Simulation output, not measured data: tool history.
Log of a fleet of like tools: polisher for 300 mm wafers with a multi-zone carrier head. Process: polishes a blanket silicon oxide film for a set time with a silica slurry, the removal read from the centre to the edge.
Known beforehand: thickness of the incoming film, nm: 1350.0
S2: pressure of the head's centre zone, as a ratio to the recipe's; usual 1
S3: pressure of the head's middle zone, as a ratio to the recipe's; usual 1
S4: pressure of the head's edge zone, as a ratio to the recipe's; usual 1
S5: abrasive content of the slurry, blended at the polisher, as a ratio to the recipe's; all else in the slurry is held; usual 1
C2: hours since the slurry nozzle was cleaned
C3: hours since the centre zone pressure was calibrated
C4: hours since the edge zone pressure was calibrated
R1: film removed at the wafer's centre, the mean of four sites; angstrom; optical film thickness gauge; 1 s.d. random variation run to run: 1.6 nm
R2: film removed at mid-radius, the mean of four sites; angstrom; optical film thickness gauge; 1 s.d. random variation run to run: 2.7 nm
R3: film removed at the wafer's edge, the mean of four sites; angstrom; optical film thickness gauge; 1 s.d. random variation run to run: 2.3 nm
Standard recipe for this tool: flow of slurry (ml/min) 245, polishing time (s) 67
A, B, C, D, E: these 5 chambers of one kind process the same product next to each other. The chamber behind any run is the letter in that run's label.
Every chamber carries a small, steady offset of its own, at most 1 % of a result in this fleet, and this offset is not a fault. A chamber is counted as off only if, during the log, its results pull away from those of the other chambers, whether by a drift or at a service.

{"run": "1C", "hour": 6.8, "flow of slurry (ml/min)": 245, "S2": 1, "S3": 1, "S4": 1, "S5": 1, "polishing time (s)": 67, "wafers polished on this pad": 233, "C2": 614.6, "C3": 86.4, "C4": 351.3, "R1": 2059.7, "R2": 2009.8, "R3": 2086.2}
{"hour": 7.6, "done": "chamber A: worn pad replaced by a new one"}
{"run": "2D", "hour": 11.6, "flow of slurry (ml/min)": 245, "S2": 1, "S3": 1, "S4": 1, "S5": 1, "polishing time (s)": 67, "wafers polished on this pad": 274, "C2": 39.9, "C3": 735.4, "C4": 202.6, "R1": 2064.9, "R2": 2006.2, "R3": 2025.6}
{"run": "3A", "hour": 15.5, "flow of slurry (ml/min)": 245, "S2": 1, "S3": 1, "S4": 1, "S5": 1, "polishing time (s)": 67, "wafers polished on this pad": 81, "C2": 404, "C3": 887.4, "C4": 434, "R1": 2052, "R2": 2030.3, "R3": 2102.3}
{"hour": 16.2, "done": "chamber A: slurry nozzle cleaned"}
{"run": "4E", "hour": 20.9, "flow of slurry (ml/min)": 245, "S2": 1, "S3": 1, "S4": 1, "S5": 1, "polishing time (s)": 67, "wafers polished on this pad": 492, "C2": 585.4, "C3": 67.5, "C4": 767.5, "R1": 2049.7, "R2": 2093.5, "R3": 2081.2}
{"hour": 25.1, "done": "chamber E: slurry nozzle cleaned"}
{"run": "5B", "hour": 28.7, "flow of slurry (ml/min)": 245, "S2": 1, "S3": 1, "S4": 1, "S5": 1, "polishing time (s)": 67, "wafers polished on this pad": 348, "C2": 129.2, "C3": 706.9, "C4": 544.5, "R1": 2035, "R2": 2089.6, "R3": 2102.9}
{"hour": 29.0, "done": "chamber E: worn pad replaced by a new one"}
{"hour": 30.9, "done": "chamber C: slurry nozzle cleaned"}
{"hour": 31.1, "done": "chamber C: worn pad replaced by a new one"}
{"run": "6A", "hour": 34.2, "flow of slurry (ml/min)": 245, "S2": 1, "S3": 1, "S4": 1, "S5": 1, "polishing time (s)": 67, "wafers polished on this pad": 273, "C2": 18.1, "C3": 906.1, "C4": 452.7, "R1": 2102.8, "R2": 2061.2, "R3": 2047.7}
{"run": "7C", "hour": 39.9, "flow of slurry (ml/min)": 245, "S2": 1, "S3": 1, "S4": 1, "S5": 1, "polishing time (s)": 67, "wafers polished on this pad": 90, "C2": 9.1, "C3": 119.5, "C4": 384.4, "R1": 2036.8, "R2": 2100.6, "R3": 2087.1}
{"run": "8E", "hour": 45.0, "flow of slurry (ml/min)": 245, "S2": 1, "S3": 1, "S4": 1, "S5": 1, "polishing time (s)": 67, "wafers polished on this pad": 165, "C2": 19.9, "C3": 91.6, "C4": 791.6, "R1": 2050.9, "R2": 2048.4, "R3": 2077.3}
{"run": "9D", "hour": 50.6, "flow of slurry (ml/min)": 245, "S2": 1, "S3": 1, "S4": 1, "S5": 1, "polishing time (s)": 67, "wafers polished on this pad": 675, "C2": 78.9, "C3": 774.4, "C4": 241.6, "R1": 2066.2, "R2": 2041.4, "R3": 2069.9}
{"run": "10B", "hour": 58.3, "flow of slurry (ml/min)": 245, "S2": 1.05, "S3": 1, "S4": 1.06, "S5": 1, "polishing time (s)": 67, "wafers polished on this pad": 652, "C2": 158.8, "C3": 736.5, "C4": 574.1, "R1": 2174.2, "R2": 2068.9, "R3": 2090.5}
{"run": "11E", "hour": 62.3, "flow of slurry (ml/min)": 245, "S2": 1.05, "S3": 1, "S4": 1.06, "S5": 1, "polishing time (s)": 67, "wafers polished on this pad": 342, "C2": 37.2, "C3": 108.9, "C4": 808.9, "R1": 2162.4, "R2": 2103.4, "R3": 2156.1}
{"hour": 67.3, "done": "chamber B: worn pad replaced by a new one"}
{"run": "12B", "hour": 71.4, "flow of slurry (ml/min)": 245, "S2": 1.05, "S3": 1, "S4": 1.06, "S5": 1, "polishing time (s)": 67, "wafers polished on this pad": 42, "C2": 171.9, "C3": 749.6, "C4": 587.2, "R1": 2147.4, "R2": 2080.6, "R3": 2111.3}
{"hour": 73.0, "done": "chamber B: centre zone pressure recalibrated"}
{"hour": 75.7, "done": "chamber C: worn pad replaced by a new one"}
{"hour": 76.9, "done": "chamber D: worn pad replaced by a new one"}
{"run": "13A", "hour": 79.8, "flow of slurry (ml/min)": 245, "S2": 1.05, "S3": 1, "S4": 1.06, "S5": 1, "polishing time (s)": 67, "wafers polished on this pad": 741, "C2": 63.7, "C3": 951.7, "C4": 498.3, "R1": 2172.1, "R2": 2085.7, "R3": 2138.3}
{"run": "14D", "hour": 84.0, "flow of slurry (ml/min)": 245, "S2": 1.05, "S3": 1, "S4": 1.06, "S5": 1, "polishing time (s)": 67, "wafers polished on this pad": 73, "C2": 112.3, "C3": 807.8, "C4": 275, "R1": 2150, "R2": 2037.5, "R3": 2144.6}
{"hour": 87.5, "done": "chamber E: worn pad replaced by a new one"}
{"hour": 91.7, "done": "chamber D: centre zone pressure recalibrated"}
{"run": "15C", "hour": 92.5, "flow of slurry (ml/min)": 245, "S2": 1, "S3": 1, "S4": 1, "S5": 1, "polishing time (s)": 67, "wafers polished on this pad": 173, "C2": 61.7, "C3": 172.1, "C4": 437, "R1": 2058.7, "R2": 2121.4, "R3": 2075.8}
{"run": "16E", "hour": 96.4, "flow of slurry (ml/min)": 245, "S2": 1, "S3": 1, "S4": 1, "S5": 1, "polishing time (s)": 67, "wafers polished on this pad": 92, "C2": 71.3, "C3": 143, "C4": 843, "R1": 2032.8, "R2": 2071.5, "R3": 2041.5}
{"run": "17C", "hour": 104.6, "flow of slurry (ml/min)": 245, "S2": 1, "S3": 1, "S4": 1, "S5": 1, "polishing time (s)": 67, "wafers polished on this pad": 297, "C2": 73.8, "C3": 184.2, "C4": 449.1, "R1": 2081.5, "R2": 2057.4, "R3": 2040.3}
{"run": "18B", "hour": 112.0, "flow of slurry (ml/min)": 245, "S2": 1, "S3": 1, "S4": 1, "S5": 1, "polishing time (s)": 67, "wafers polished on this pad": 459, "C2": 212.5, "C3": 39, "C4": 627.8, "R1": 2053.6, "R2": 2080.8, "R3": 2049.4}
{"run": "19D", "hour": 120.7, "flow of slurry (ml/min)": 245, "S2": 1, "S3": 1, "S4": 1, "S5": 1, "polishing time (s)": 67, "wafers polished on this pad": 450, "C2": 149, "C3": 29.1, "C4": 311.7, "R1": 2178.6, "R2": 2070.1, "R3": 2105.9}
{"run": "20A", "hour": 126.6, "flow of slurry (ml/min)": 245, "S2": 1, "S3": 1, "S4": 1, "S5": 1, "polishing time (s)": 67, "wafers polished on this pad": 1222, "C2": 110.5, "C3": 998.5, "C4": 545.1, "R1": 2051.3, "R2": 2057.3, "R3": 2098.9}
{"hour": 130.0, "done": "chamber A: centre zone pressure recalibrated"}
{"hour": 131.1, "done": "chamber C: worn pad replaced by a new one"}
{"run": "21A", "hour": 134.0, "flow of slurry (ml/min)": 245, "S2": 1, "S3": 1, "S4": 1, "S5": 1, "polishing time (s)": 67, "wafers polished on this pad": 1298, "C2": 117.9, "C3": 4.1, "C4": 552.5, "R1": 2069.4, "R2": 2081.6, "R3": 2045.2}
{"hour": 137.2, "done": "chamber B: worn pad replaced by a new one"}
{"hour": 138.1, "done": "chamber E: worn pad replaced by a new one"}
{"hour": 139.9, "done": "chamber A: worn pad replaced by a new one"}
{"run": "22C", "hour": 141.3, "flow of slurry (ml/min)": 245, "S2": 1, "S3": 1, "S4": 1, "S5": 1, "polishing time (s)": 67, "wafers polished on this pad": 105, "C2": 110.5, "C3": 220.9, "C4": 485.8, "R1": 2066.5, "R2": 2112.9, "R3": 2077.2}
{"run": "23D", "hour": 150.3, "flow of slurry (ml/min)": 245, "S2": 1, "S3": 1, "S4": 1, "S5": 1, "polishing time (s)": 67, "wafers polished on this pad": 754, "C2": 178.6, "C3": 58.7, "C4": 341.3, "R1": 2190.6, "R2": 2037.9, "R3": 2030.2}
{"hour": 152.9, "done": "chamber D: worn pad replaced by a new one"}
{"run": "24E", "hour": 155.5, "flow of slurry (ml/min)": 245, "S2": 1, "S3": 1, "S4": 1, "S5": 1, "polishing time (s)": 67, "wafers polished on this pad": 179, "C2": 130.4, "C3": 202.1, "C4": 902.1, "R1": 2065, "R2": 2072.8, "R3": 2095.8}
{"run": "25B", "hour": 161.7, "flow of slurry (ml/min)": 245, "S2": 1, "S3": 1, "S4": 1, "S5": 1, "polishing time (s)": 67, "wafers polished on this pad": 252, "C2": 262.2, "C3": 88.7, "C4": 677.5, "R1": 2095.2, "R2": 2025.8, "R3": 2049.2}
{"run": "26D", "hour": 168.7, "flow of slurry (ml/min)": 245, "S2": 1, "S3": 1, "S4": 1, "S5": 1, "polishing time (s)": 67, "wafers polished on this pad": 162, "C2": 197, "C3": 77.1, "C4": 359.7, "R1": 2184.6, "R2": 2046.8, "R3": 2087.6}
{"run": "27B", "hour": 173.2, "flow of slurry (ml/min)": 245, "S2": 1, "S3": 1, "S4": 1, "S5": 1.1, "polishing time (s)": 56, "wafers polished on this pad": 370, "C2": 273.7, "C3": 100.2, "C4": 689, "R1": 1797.5, "R2": 1799.6, "R3": 1784.5}
{"run": "28E", "hour": 177.4, "flow of slurry (ml/min)": 245, "S2": 1, "S3": 1, "S4": 1, "S5": 1.1, "polishing time (s)": 56, "wafers polished on this pad": 404, "C2": 152.3, "C3": 224, "C4": 924, "R1": 1789.2, "R2": 1824.9, "R3": 1800.1}
{"hour": 178.9, "done": "chamber C: worn pad replaced by a new one"}
{"hour": 179.5, "done": "chamber C: edge zone pressure recalibrated"}
{"run": "29C", "hour": 182.2, "flow of slurry (ml/min)": 245, "S2": 1, "S3": 1, "S4": 1, "S5": 1.1, "polishing time (s)": 56, "wafers polished on this pad": 34, "C2": 151.4, "C3": 261.8, "C4": 2.8, "R1": 1792, "R2": 1789.8, "R3": 1844.2}
{"hour": 185.8, "done": "chamber E: worn pad replaced by a new one"}
{"run": "30A", "hour": 187.0, "flow of slurry (ml/min)": 245, "S2": 1, "S3": 1, "S4": 1, "S5": 1.1, "polishing time (s)": 56, "wafers polished on this pad": 483, "C2": 170.9, "C3": 57.1, "C4": 605.5, "R1": 1816.8, "R2": 1783.6, "R3": 1820.8}
{"run": "31C", "hour": 192.1, "flow of slurry (ml/min)": 245, "S2": 1, "S3": 1, "S4": 1, "S5": 1.1, "polishing time (s)": 56, "wafers polished on this pad": 136, "C2": 161.3, "C3": 271.7, "C4": 12.7, "R1": 1813.4, "R2": 1789.1, "R3": 1778.3}
{"run": "32A", "hour": 196.5, "flow of slurry (ml/min)": 245, "S2": 1, "S3": 1, "S4": 1, "S5": 1, "polishing time (s)": 67, "wafers polished on this pad": 581, "C2": 180.4, "C3": 66.6, "C4": 615, "R1": 2072.6, "R2": 2072, "R3": 2076.2}
{"run": "33B", "hour": 200.7, "flow of slurry (ml/min)": 245, "S2": 1, "S3": 1, "S4": 1, "S5": 1, "polishing time (s)": 67, "wafers polished on this pad": 652, "C2": 301.2, "C3": 127.7, "C4": 716.5, "R1": 2051.9, "R2": 2039, "R3": 2066.1}
{"run": "34E", "hour": 206.8, "flow of slurry (ml/min)": 245, "S2": 1, "S3": 1, "S4": 1, "S5": 1, "polishing time (s)": 67, "wafers polished on this pad": 216, "C2": 181.7, "C3": 253.4, "C4": 953.4, "R1": 2078.3, "R2": 2027.1, "R3": 2062.4}
{"run": "35D", "hour": 214.8, "flow of slurry (ml/min)": 245, "S2": 1, "S3": 1, "S4": 1, "S5": 1, "polishing time (s)": 67, "wafers polished on this pad": 635, "C2": 243.1, "C3": 123.2, "C4": 405.8, "R1": 2156.9, "R2": 2044.4, "R3": 2057.5}

Is one chamber off against the others, does the gauge drift, or is nothing wrong? If a chamber is off, say which, and what the likeliest cause is.

A service left chamber D off against the others.
What lies behind it: centre zone's pressure above its setpoint, % = 5.44.

Below are 4 candidate recipes for chamber D's next run, each the usual settings with a change, their results shown as question marks. Which of them brings D's results back in line with what the other chambers give on the usual settings?
To be in line, a result may differ from the other chambers' mean on the usual settings by at most: R1 54 angstrom; R2 94 angstrom; R3 82 angstrom
{"run": "36D-1", "hour": 221.3, "flow of slurry (ml/min)": 250, "S2": 1.09, "S3": 0.97, "S4": 0.97, "S5": 1, "polishing time (s)": 67, "R1": "?", "R2": "?", "R3": "?"}
{"run": "36D-2", "hour": 221.3, "flow of slurry (ml/min)": 250, "S2": 1.04, "S3": 0.99, "S4": 0.99, "S5": 1, "polishing time (s)": 67, "R1": "?", "R2": "?", "R3": "?"}
{"run": "36D-3", "hour": 221.3, "flow of slurry (ml/min)": 240, "S2": 0.92, "S3": 1.03, "S4": 1.02, "S5": 1, "polishing time (s)": 67, "R1": "?", "R2": "?", "R3": "?"}
{"run": "36D-4", "hour": 221.3, "flow of slurry (ml/min)": 240, "S2": 0.96, "S3": 1.01, "S4": 1.01, "S5": 1, "polishing time (s)": 67, "R1": "?", "R2": "?", "R3": "?"}

The other chambers' mean on the usual settings: R1 2059.5 angstrom; R2 2066.4 angstrom; R3 2066.3 angstrom
run=36D-1 R1=2396.8 R2=1978.3 R3=2019.2
run=36D-2 R1=2276.6 R2=2016.1 R3=2040.2
run=36D-3 R1=1977 R2=2081.9 R3=2063.7
run=36D-4 R1=2072.7 R2=2044.3 R3=2053.6
36D-4 brings the chamber back in line.
